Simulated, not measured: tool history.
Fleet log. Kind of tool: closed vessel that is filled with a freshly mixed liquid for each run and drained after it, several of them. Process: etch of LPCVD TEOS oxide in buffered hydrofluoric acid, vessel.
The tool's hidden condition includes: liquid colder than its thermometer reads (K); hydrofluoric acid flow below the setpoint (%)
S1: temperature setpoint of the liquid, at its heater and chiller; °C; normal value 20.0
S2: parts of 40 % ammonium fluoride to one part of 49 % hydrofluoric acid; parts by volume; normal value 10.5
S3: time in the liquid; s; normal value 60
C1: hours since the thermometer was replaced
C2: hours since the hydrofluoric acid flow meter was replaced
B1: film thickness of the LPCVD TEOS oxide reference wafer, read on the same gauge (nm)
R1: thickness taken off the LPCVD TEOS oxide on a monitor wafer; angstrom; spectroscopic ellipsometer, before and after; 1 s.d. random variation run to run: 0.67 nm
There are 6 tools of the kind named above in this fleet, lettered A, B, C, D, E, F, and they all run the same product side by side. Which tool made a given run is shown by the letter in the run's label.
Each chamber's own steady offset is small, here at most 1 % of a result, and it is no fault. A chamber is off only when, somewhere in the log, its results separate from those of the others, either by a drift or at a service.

run,hour,S1,S2,S3,C1,C2,B1,R1
1E,4.8,20.0,10.5,60,602.4,272.6,30.041,869.84
2F,10.2,20.0,10.5,60,837.9,1310.8,30.002,871.66
3D,13.6,20.0,10.5,60,1344.8,1721.9,30.008,850.25
4B,19.7,20.0,10.5,60,1212.2,2084.3,29.975,873.21
5A,25.9,20.0,10.5,60,100.2,468.2,29.985,879.87
# hour 28.5: chamber C: hydrofluoric acid flow meter replaced
6C,31.8,20.0,10.5,60,692.0,3.3,29.980,860.18
7F,36.4,17.0,10.5,60,864.1,1337.0,30.036,739.89
8E,41.9,17.0,10.5,60,639.5,309.7,30.023,734.22
9A,47.2,17.0,10.5,60,121.5,489.5,30.033,734.82
10D,51.8,17.0,10.5,60,1383.0,1760.1,30.006,741.46
11B,55.6,17.0,10.5,60,1248.1,2120.2,30.003,740.82
12C,59.6,17.0,10.5,60,719.8,31.1,30.015,734.30
13A,66.0,20.0,10.5,60,140.3,508.3,30.007,870.34
14C,71.4,20.0,10.5,60,731.6,42.9,30.016,869.01
# hour 71.9: chamber A: hydrofluoric acid flow meter replaced
15B,75.5,20.0,10.5,60,1268.0,2140.1,30.024,875.94
# hour 78.9: chamber B: thermometer replaced
16E,81.3,20.0,10.5,80,678.9,349.1,29.996,1142.20
17F,87.4,20.0,10.5,80,915.1,1388.0,30.016,1163.00
18D,91.3,20.0,10.5,80,1422.5,1799.6,30.015,1151.00
19B,96.1,20.0,10.5,80,17.3,2160.7,30.046,1163.30
20E,100.9,20.0,10.5,80,698.5,368.7,30.022,1133.50
21A,106.1,20.0,10.5,80,180.4,34.3,29.992,1161.20
22D,111.4,20.0,10.5,60,1442.6,1819.7,30.034,872.63
23F,117.9,20.0,10.5,60,945.6,1418.5,29.984,869.41
24C,122.9,20.0,10.5,60,783.1,94.4,30.020,866.50
25B,128.7,20.0,10.5,60,49.9,2193.3,29.997,863.38
26F,132.3,20.0,10.5,60,960.0,1432.9,30.008,866.16
27D,137.4,20.0,10.5,60,1468.6,1845.7,30.002,863.08
28E,143.2,20.0,10.5,60,740.8,411.0,29.990,824.47
29A,148.4,20.0,10.5,60,222.7,76.6,29.964,888.25
30C,154.9,20.0,12.5,35,815.1,126.4,30.038,425.56
31D,159.3,20.0,12.5,35,1490.5,1867.6,29.961,423.41
32E,163.2,20.0,12.5,35,760.8,431.0,30.006,402.70
33B,167.3,20.0,12.5,35,88.5,2231.9,29.993,424.97
34F,172.2,20.0,12.5,35,999.9,1472.8,30.006,422.38
35C,176.0,20.0,12.5,35,836.2,147.5,29.999,422.69
36A,179.2,23.5,10.5,70,253.5,107.4,29.976,1257.70
37B,182.3,23.5,10.5,70,103.5,2246.9,29.984,1233.10
38C,188.4,23.5,10.5,70,848.6,159.9,30.017,1240.00
39D,191.4,23.5,10.5,70,1522.6,1899.7,30.018,1213.90
40E,195.5,23.5,10.5,70,793.1,463.3,29.993,1127.40
41F,199.4,23.5,10.5,70,1027.1,1500.0,30.044,1228.20
42A,205.7,20.0,10.5,60,280.0,133.9,29.973,875.35

Which is it: a chamber that has drifted or been left off by a service, a gauge drift common to all chambers, or only each chamber's usual small offset? If a chamber is off, name it and its likeliest cause.

It is chamber E that slowly wanders off from its peers.
Most likely cause: liquid colder than its thermometer reads (K) = 1.78.
It could be hard to tell apart here from: hydrofluoric acid flow below the setpoint (%).

Here are 4 candidates for chamber E's next run, each the usual settings with a change, their results left as question marks. Which one brings its results back in line with what the others give on the usual settings?
Allowed miss from the other chambers' usual-settings mean, per result, to count as in line: R1 23.00 angstrom
43E-1,210.5,19.5,10.5,50,,,,?
43E-2,210.5,19.0,11.0,60,,,,?
43E-3,210.5,21.0,10.5,70,,,,?
43E-4,210.5,20.5,10.5,65,,,,?

What the other chambers average on the usual settings: R1 870.70 angstrom
run,R1
43E-1,637.36
43E-2,709.91
43E-3,972.42
43E-4,877.37
It is 43E-4 that realigns the chamber with its peers.
